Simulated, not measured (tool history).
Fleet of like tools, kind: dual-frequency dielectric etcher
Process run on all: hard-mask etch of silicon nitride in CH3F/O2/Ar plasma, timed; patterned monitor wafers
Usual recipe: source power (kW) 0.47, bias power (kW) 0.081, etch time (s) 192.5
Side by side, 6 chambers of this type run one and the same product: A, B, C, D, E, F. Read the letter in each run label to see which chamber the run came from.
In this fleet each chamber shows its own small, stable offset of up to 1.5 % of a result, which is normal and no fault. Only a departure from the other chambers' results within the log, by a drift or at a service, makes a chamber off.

run	hour	source power (kW)	bias power (kW)	etch time (s)	read-back reference wafer on the same gauge, depth_nm	mean etch depth across the wafer (nm)
1B	3.8	0.47	0.081	192.5	157.03	149.98
2C	11.3	0.47	0.081	192.5	157.04	147.88
3D	15.7	0.47	0.081	192.5	157.08	147.84
4A	21.1	0.47	0.081	192.5	157.06	148.95
5F	25.7	0.38	0.081	162.5	157.11	116.73
6E	31.5	0.38	0.081	162.5	157.11	115.91
# hour 35.1: chamber E: wet clean of the chamber
7A	36.3	0.38	0.081	162.5	157.18	116.36
8F	43	0.38	0.081	162.5	157.18	116.93
# hour 50.1: chamber B: wet clean of the chamber
9E	50.9	0.38	0.081	162.5	157.27	115.92
10C	56.6	0.38	0.081	162.5	157.28	115.19
11D	61.4	0.47	0.07	192.5	157.26	140.48
12B	65.7	0.47	0.07	192.5	157.36	142.65
13C	70.5	0.47	0.07	192.5	157.37	141.07
14E	74.5	0.47	0.07	192.5	157.37	141.93
15D	80.1	0.47	0.07	192.5	157.42	140.36
16F	86.5	0.47	0.07	192.5	157.43	142.98
17A	93.6	0.47	0.081	192.5	157.4	149.07
18B	101.6	0.47	0.081	192.5	157.47	149.8
19C	108.4	0.42	0.081	192.5	157.61	141.83
20E	115.2	0.42	0.081	192.5	157.56	143.21
21A	120.1	0.42	0.081	192.5	157.59	143.66
22B	124.6	0.42	0.081	192.5	157.63	143.89
23F	131.8	0.42	0.081	192.5	157.64	143.83
24D	139	0.42	0.081	192.5	157.68	141.84
25F	142.8	0.47	0.081	192.5	157.63	150.53
# hour 145.2: chamber C: wet clean of the chamber
26B	146.7	0.47	0.081	192.5	157.73	150.65
27A	154.7	0.47	0.081	192.5	157.73	149.24
28C	158.5	0.47	0.081	192.5	157.76	148.5
29E	166	0.47	0.081	192.5	157.83	149.69
30D	170.7	0.47	0.081	192.5	157.83	148.25
31D	176.7	0.38	0.081	239	157.91	169.63
32B	184.1	0.38	0.081	239	157.92	172.55
33F	190.1	0.38	0.081	239	157.92	172
34E	198.1	0.38	0.081	239	157.96	171.43
35A	204	0.38	0.081	239	157.98	171.41
36C	207.7	0.38	0.081	239	158.03	170.66
37F	212.2	0.47	0.081	192.5	158.03	151.03

Which is it: a chamber that has drifted or been left off by a service, a gauge drift common to all chambers, or only each chamber's usual small offset? If a chamber is off, name it and its likeliest cause.

No chamber is off; the gauge reading every chamber's wafers drifts, which makes the whole fleet appear to move together.
What lies behind it: gauge reads high (%) = 0.671.

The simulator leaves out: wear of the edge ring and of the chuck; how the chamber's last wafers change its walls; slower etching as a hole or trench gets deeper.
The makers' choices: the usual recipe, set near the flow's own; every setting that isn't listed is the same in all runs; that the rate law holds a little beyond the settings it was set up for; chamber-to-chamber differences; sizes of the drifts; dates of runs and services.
